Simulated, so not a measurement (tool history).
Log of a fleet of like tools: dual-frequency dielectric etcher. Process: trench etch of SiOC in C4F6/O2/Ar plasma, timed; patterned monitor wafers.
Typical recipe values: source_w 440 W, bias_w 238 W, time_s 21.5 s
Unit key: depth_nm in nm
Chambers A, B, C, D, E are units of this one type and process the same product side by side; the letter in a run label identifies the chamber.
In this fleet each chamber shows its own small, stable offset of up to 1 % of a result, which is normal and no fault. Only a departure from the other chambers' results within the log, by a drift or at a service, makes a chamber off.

run,hour,source_w,bias_w,time_s,hours since the last wet clean,hours since the last source power generator calibration,hours since the last bias power generator calibration,"read-back reference wafer on the same gauge, depth_nm",depth_nm
# hour 10.2: chamber E: wet clean of the chamber
1C,12.2,440,238,21.5,375.7,1476.7,3542.3,56.819,50.339
2A,24,440,238,21.5,112.4,421,2827.7,56.804,51.008
# hour 38: chamber C: wet clean of the chamber
3D,39.2,440,238,21.5,361.5,814.5,903.2,56.842,51.079
4E,52.9,440,238,21.5,42.8,250.8,401.3,56.851,50.993
5B,63.5,440,238,21.5,100.1,1526.8,1669.2,56.843,50.693
6E,76.5,510,238,21.5,66.4,274.4,424.9,56.867,54.099
7B,87.7,510,238,21.5,124.3,1551,1693.4,56.861,53.646
8D,95.4,510,238,21.5,417.7,870.7,959.4,56.894,54.043
9A,108.3,510,238,21.5,196.7,505.3,2912,56.895,54.122
10C,122.2,510,238,21.5,84.2,1586.7,3652.3,56.922,53.318
11D,132.7,340,277,21.5,455,908,996.7,56.922,48.781
12C,148.4,340,277,21.5,110.4,1612.9,3678.5,56.94,48.08
13E,156.5,340,277,21.5,146.4,354.4,504.9,56.937,48.88
14A,171.4,340,277,21.5,259.8,568.4,2975.1,56.97,48.775
15B,179.7,340,277,21.5,216.3,1643,1785.4,56.981,48.262
16E,192.6,440,238,21.5,182.5,390.5,541,56.969,51.167
17C,204.9,440,238,21.5,166.9,1669.4,3735,56.997,50.521
# hour 210.3: chamber D: wet clean of the chamber
18A,217.1,440,238,21.5,305.5,614.1,3020.8,57.033,51.118
19B,230.7,440,238,21.5,267.3,1694,1836.4,57.033,50.628
20D,239.2,440,238,21.5,29,1014.5,1103.2,57.017,51.309
21D,254.3,440,238,21.5,44.1,1029.6,1118.3,57.04,51.291
22C,269.3,440,238,21.5,231.3,1733.8,3799.4,57.034,50.556
23E,281.6,440,238,21.5,271.5,479.5,630,57.043,51.398
24B,296.5,440,238,21.5,333.1,1759.8,1902.2,57.072,50.783
25A,304.8,440,238,21.5,393.2,701.8,3108.5,57.07,51.234
26C,312.6,500,238,24.5,274.6,1777.1,3842.7,57.089,60.691
27D,327.3,500,238,24.5,117.1,1102.6,1191.3,57.118,61.549
28A,341.3,500,238,24.5,429.7,738.3,3145,57.102,61.115
29E,351.3,500,238,24.5,341.2,549.2,699.7,57.132,61.486
30B,360.9,500,238,24.5,397.5,1824.2,1966.6,57.135,60.838

Is one chamber off against the others, does the gauge drift, or is nothing wrong? If a chamber is off, say which, and what the likeliest cause is.

The gauge drifts, so all chambers seem to drift together. No chamber is off.
Likeliest cause: gauge reads high (%) = 0.61.
